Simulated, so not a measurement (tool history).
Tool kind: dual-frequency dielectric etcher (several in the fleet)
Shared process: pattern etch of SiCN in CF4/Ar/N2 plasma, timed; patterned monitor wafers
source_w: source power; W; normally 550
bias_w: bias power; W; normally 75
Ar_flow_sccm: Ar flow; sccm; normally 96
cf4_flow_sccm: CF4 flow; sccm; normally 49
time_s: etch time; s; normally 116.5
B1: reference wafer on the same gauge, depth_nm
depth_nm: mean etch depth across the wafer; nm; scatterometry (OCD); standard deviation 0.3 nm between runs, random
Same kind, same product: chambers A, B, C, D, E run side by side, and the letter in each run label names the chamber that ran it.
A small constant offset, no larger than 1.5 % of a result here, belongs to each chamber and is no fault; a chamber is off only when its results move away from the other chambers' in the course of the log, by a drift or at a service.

{"run": "1C", "hour": 6.2, "source_w": 550, "bias_w": 75, "Ar_flow_sccm": 96, "cf4_flow_sccm": 49, "time_s": 116.5, "B1": 110.01, "depth_nm": 116.43}
{"run": "2E", "hour": 13.5, "source_w": 550, "bias_w": 75, "Ar_flow_sccm": 96, "cf4_flow_sccm": 49, "time_s": 116.5, "B1": 110.01, "depth_nm": 114.89}
{"run": "3B", "hour": 21.8, "source_w": 550, "bias_w": 75, "Ar_flow_sccm": 96, "cf4_flow_sccm": 49, "time_s": 116.5, "B1": 110.04, "depth_nm": 115.64}
{"run": "4D", "hour": 31.0, "source_w": 550, "bias_w": 75, "Ar_flow_sccm": 96, "cf4_flow_sccm": 49, "time_s": 116.5, "B1": 109.99, "depth_nm": 116.91}
{"run": "5A", "hour": 35.7, "source_w": 550, "bias_w": 75, "Ar_flow_sccm": 96, "cf4_flow_sccm": 49, "time_s": 116.5, "B1": 109.93, "depth_nm": 115.38}
{"run": "6A", "hour": 41.0, "source_w": 550, "bias_w": 75, "Ar_flow_sccm": 96, "cf4_flow_sccm": 49, "time_s": 116.5, "B1": 109.94, "depth_nm": 115.1}
{"run": "7E", "hour": 45.8, "source_w": 550, "bias_w": 75, "Ar_flow_sccm": 96, "cf4_flow_sccm": 49, "time_s": 116.5, "B1": 109.93, "depth_nm": 114.5}
{"run": "8C", "hour": 50.3, "source_w": 550, "bias_w": 75, "Ar_flow_sccm": 96, "cf4_flow_sccm": 49, "time_s": 116.5, "B1": 109.99, "depth_nm": 116.72}
{"hour": 56.3, "done": "chamber E: Ar flow controller replaced"}
{"run": "9D", "hour": 56.7, "source_w": 550, "bias_w": 90, "Ar_flow_sccm": 96, "cf4_flow_sccm": 49, "time_s": 116.5, "B1": 109.98, "depth_nm": 125.45}
{"run": "10B", "hour": 66.5, "source_w": 550, "bias_w": 90, "Ar_flow_sccm": 96, "cf4_flow_sccm": 49, "time_s": 116.5, "B1": 110.0, "depth_nm": 123.02}
{"run": "11A", "hour": 74.9, "source_w": 550, "bias_w": 90, "Ar_flow_sccm": 96, "cf4_flow_sccm": 49, "time_s": 116.5, "B1": 110.0, "depth_nm": 123.58}
{"run": "12D", "hour": 80.4, "source_w": 550, "bias_w": 90, "Ar_flow_sccm": 96, "cf4_flow_sccm": 49, "time_s": 116.5, "B1": 110.02, "depth_nm": 125.03}
{"run": "13B", "hour": 89.9, "source_w": 550, "bias_w": 90, "Ar_flow_sccm": 96, "cf4_flow_sccm": 49, "time_s": 116.5, "B1": 109.99, "depth_nm": 123.48}
{"run": "14E", "hour": 94.8, "source_w": 550, "bias_w": 75, "Ar_flow_sccm": 96, "cf4_flow_sccm": 49, "time_s": 116.5, "B1": 109.99, "depth_nm": 114.58}
{"run": "15C", "hour": 101.6, "source_w": 550, "bias_w": 75, "Ar_flow_sccm": 96, "cf4_flow_sccm": 49, "time_s": 116.5, "B1": 109.92, "depth_nm": 116.13}
{"run": "16B", "hour": 107.1, "source_w": 550, "bias_w": 75, "Ar_flow_sccm": 96, "cf4_flow_sccm": 49, "time_s": 116.5, "B1": 110.02, "depth_nm": 114.81}
{"hour": 114.6, "done": "chamber A: wet clean of the chamber"}
{"run": "17D", "hour": 116.1, "source_w": 550, "bias_w": 75, "Ar_flow_sccm": 96, "cf4_flow_sccm": 49, "time_s": 116.5, "B1": 110.0, "depth_nm": 116.93}
{"run": "18C", "hour": 122.9, "source_w": 550, "bias_w": 75, "Ar_flow_sccm": 96, "cf4_flow_sccm": 49, "time_s": 116.5, "B1": 109.98, "depth_nm": 116.03}
{"run": "19A", "hour": 128.0, "source_w": 550, "bias_w": 75, "Ar_flow_sccm": 96, "cf4_flow_sccm": 49, "time_s": 116.5, "B1": 109.95, "depth_nm": 114.36}
{"hour": 128.8, "done": "chamber E: wet clean of the chamber"}
{"run": "20E", "hour": 137.1, "source_w": 550, "bias_w": 75, "Ar_flow_sccm": 96, "cf4_flow_sccm": 49, "time_s": 116.5, "B1": 110.08, "depth_nm": 114.53}
{"run": "21D", "hour": 142.2, "source_w": 550, "bias_w": 75, "Ar_flow_sccm": 96, "cf4_flow_sccm": 49, "time_s": 116.5, "B1": 110.05, "depth_nm": 117.12}
{"run": "22C", "hour": 148.8, "source_w": 550, "bias_w": 75, "Ar_flow_sccm": 96, "cf4_flow_sccm": 49, "time_s": 116.5, "B1": 109.91, "depth_nm": 116.04}
{"hour": 153.0, "done": "chamber C: wet clean of the chamber"}
{"run": "23A", "hour": 156.0, "source_w": 550, "bias_w": 75, "Ar_flow_sccm": 96, "cf4_flow_sccm": 49, "time_s": 116.5, "B1": 110.11, "depth_nm": 113.74}
{"run": "24B", "hour": 165.4, "source_w": 550, "bias_w": 75, "Ar_flow_sccm": 96, "cf4_flow_sccm": 49, "time_s": 116.5, "B1": 109.97, "depth_nm": 114.94}
{"run": "25E", "hour": 174.4, "source_w": 550, "bias_w": 75, "Ar_flow_sccm": 96, "cf4_flow_sccm": 49, "time_s": 116.5, "B1": 110.03, "depth_nm": 114.69}
{"hour": 180.1, "done": "chamber D: Ar flow controller replaced"}
{"run": "26C", "hour": 181.9, "source_w": 550, "bias_w": 75, "Ar_flow_sccm": 96, "cf4_flow_sccm": 49, "time_s": 116.5, "B1": 110.05, "depth_nm": 116.36}
{"run": "27A", "hour": 190.8, "source_w": 550, "bias_w": 75, "Ar_flow_sccm": 96, "cf4_flow_sccm": 54, "time_s": 116.5, "B1": 110.02, "depth_nm": 114.94}
{"run": "28E", "hour": 196.7, "source_w": 550, "bias_w": 75, "Ar_flow_sccm": 96, "cf4_flow_sccm": 54, "time_s": 116.5, "B1": 110.07, "depth_nm": 116.96}
{"run": "29B", "hour": 203.8, "source_w": 550, "bias_w": 75, "Ar_flow_sccm": 96, "cf4_flow_sccm": 54, "time_s": 116.5, "B1": 110.02, "depth_nm": 117.14}
{"run": "30D", "hour": 211.9, "source_w": 550, "bias_w": 75, "Ar_flow_sccm": 96, "cf4_flow_sccm": 54, "time_s": 116.5, "B1": 109.96, "depth_nm": 119.11}
{"run": "31D", "hour": 217.3, "source_w": 550, "bias_w": 75, "Ar_flow_sccm": 96, "cf4_flow_sccm": 54, "time_s": 116.5, "B1": 110.07, "depth_nm": 118.32}
{"run": "32C", "hour": 222.5, "source_w": 430, "bias_w": 75, "Ar_flow_sccm": 96, "cf4_flow_sccm": 49, "time_s": 116.5, "B1": 109.96, "depth_nm": 93.614}
{"run": "33A", "hour": 230.6, "source_w": 430, "bias_w": 75, "Ar_flow_sccm": 96, "cf4_flow_sccm": 49, "time_s": 116.5, "B1": 110.03, "depth_nm": 89.563}
{"run": "34E", "hour": 237.5, "source_w": 430, "bias_w": 75, "Ar_flow_sccm": 96, "cf4_flow_sccm": 49, "time_s": 116.5, "B1": 110.04, "depth_nm": 92.617}

Next, all 5 chambers run the settings below, one line each with question marks for the results. What does each chamber give?
{"run": "35A", "hour": 244.5, "source_w": 550, "bias_w": 75, "Ar_flow_sccm": 96, "cf4_flow_sccm": 49, "time_s": 143.5, "depth_nm": "?"}
{"run": "35B", "hour": 244.5, "source_w": 550, "bias_w": 75, "Ar_flow_sccm": 96, "cf4_flow_sccm": 49, "time_s": 143.5, "depth_nm": "?"}
{"run": "35C", "hour": 244.5, "source_w": 550, "bias_w": 75, "Ar_flow_sccm": 96, "cf4_flow_sccm": 49, "time_s": 143.5, "depth_nm": "?"}
{"run": "35D", "hour": 244.5, "source_w": 550, "bias_w": 75, "Ar_flow_sccm": 96, "cf4_flow_sccm": 49, "time_s": 143.5, "depth_nm": "?"}
{"run": "35E", "hour": 244.5, "source_w": 550, "bias_w": 75, "Ar_flow_sccm": 96, "cf4_flow_sccm": 49, "time_s": 143.5, "depth_nm": "?"}

run=35A depth_nm=137.300
run=35B depth_nm=141.730
run=35C depth_nm=142.760
run=35D depth_nm=144.570
run=35E depth_nm=141.960
